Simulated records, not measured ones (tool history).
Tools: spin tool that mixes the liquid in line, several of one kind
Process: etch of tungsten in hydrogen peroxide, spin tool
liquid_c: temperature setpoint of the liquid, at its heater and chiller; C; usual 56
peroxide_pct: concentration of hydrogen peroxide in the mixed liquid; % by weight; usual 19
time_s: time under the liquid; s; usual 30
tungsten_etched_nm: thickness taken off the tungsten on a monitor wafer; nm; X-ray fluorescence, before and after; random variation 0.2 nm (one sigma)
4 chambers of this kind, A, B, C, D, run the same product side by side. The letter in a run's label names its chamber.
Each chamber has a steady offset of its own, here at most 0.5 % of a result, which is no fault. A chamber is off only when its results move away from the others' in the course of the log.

run,hour,liquid_c,peroxide_pct,time_s,"read-back film thickness of the tungsten reference wafer, read on the same gauge (nm)",tungsten_etched_nm
1A,8.1,56,19,30,90.015,64.632
2C,16.8,56,19,30,90.013,64.06
3D,31.4,56,19,30,90.015,64.363
4B,47.2,56,19,30,89.989,64.684
5C,58.8,56,19,30,89.997,64.322
# hour 67: chamber A: new drum of peroxide connected
6D,72.2,56,19,30,90.046,64.509
7B,86.6,56,19,30,89.985,64.663
8A,94.5,56,19,30,90.003,64.005
9B,104.9,56,19,30,89.999,64.273
10A,117.6,56,19,30,89.998,64.228
11D,127.7,56,19,30,90.005,64.563
# hour 129.5: chamber C: heated supply line repaired
12C,141.8,56,19,30,90.028,63.916
13A,152.9,56,19,30,90.037,64.101
14B,163.9,56,19,30,89.989,64.69
15D,175.9,56,19,30,89.953,64.191
16C,187.4,56,19,30,89.977,64.027
17A,200,56,19,30,89.994,63.756
18B,210.6,56,19,30,90.023,64.19
19C,220,51,20.5,30,90.007,49.267
20D,228.9,51,20.5,30,89.944,49.267
21B,237.1,51,20.5,30,90.029,49.625
22D,249.6,51,20.5,30,89.997,49.429
23C,256.5,56,19,30,89.971,64.239
24A,263.5,56,19,30,90.056,63.322
25C,271.9,56,19,30,90.024,64.047
# hour 280.6: chamber D: peroxide flow meter replaced
26B,282.2,56,19,30,89.984,64.307
27D,293.3,56,19,30,89.974,64.416
28A,305.8,56,19,30,90.013,63.447
29D,315.5,56,19,30,90.012,64.312
30A,325.9,56,19,30,90.007,63.085
31B,339.4,56,19,30,90.037,64.473
32C,349.7,56,19,30,89.983,64.071
33D,362.9,56,19,30,89.993,64.223
34B,377.6,56,19,30,90.029,64.511
35C,386.3,56,19,30,89.99,64.087
# hour 394.4: chamber A: peroxide flow meter replaced
36A,401.6,56,19,30,89.961,62.831
37A,414.9,56,19,15,89.978,31.303
38C,429.2,56,19,15,89.958,32.247
39B,436.2,56,19,15,90.01,32.132
40D,450.4,56,19,15,90.003,32.142
41B,458.8,56,19,30,89.992,64.307

Is one chamber off against the others, does the gauge drift, or is nothing wrong? If a chamber is off, say which, and what the likeliest cause is.

Chamber A drifts away from the others.
Cause: temperature lost on the way to the wafer (K) = 0.578.
The log may not tell that from: liquid colder than its thermometer reads (K).

Here are 4 candidates for chamber A's next run, each the usual settings with a change, their results left as question marks. Which one brings its results back in line with what the others give on the usual settings?
In line means no further than this from the other chambers' mean on the usual settings: tungsten_etched_nm 0.7 nm
42A-1,470.3,56.5,19,30,,?
42A-2,470.3,55.5,19,30,,?
42A-3,470.3,56,18.5,30,,?
42A-4,470.3,56,19.5,30,,?

The other chambers' mean on the usual settings: tungsten_etched_nm 64.273 nm
run,tungsten_etched_nm
42A-1,64.38
42A-2,60.648
42A-3,61.656
42A-4,63.274
42A-1 brings the chamber back in line.
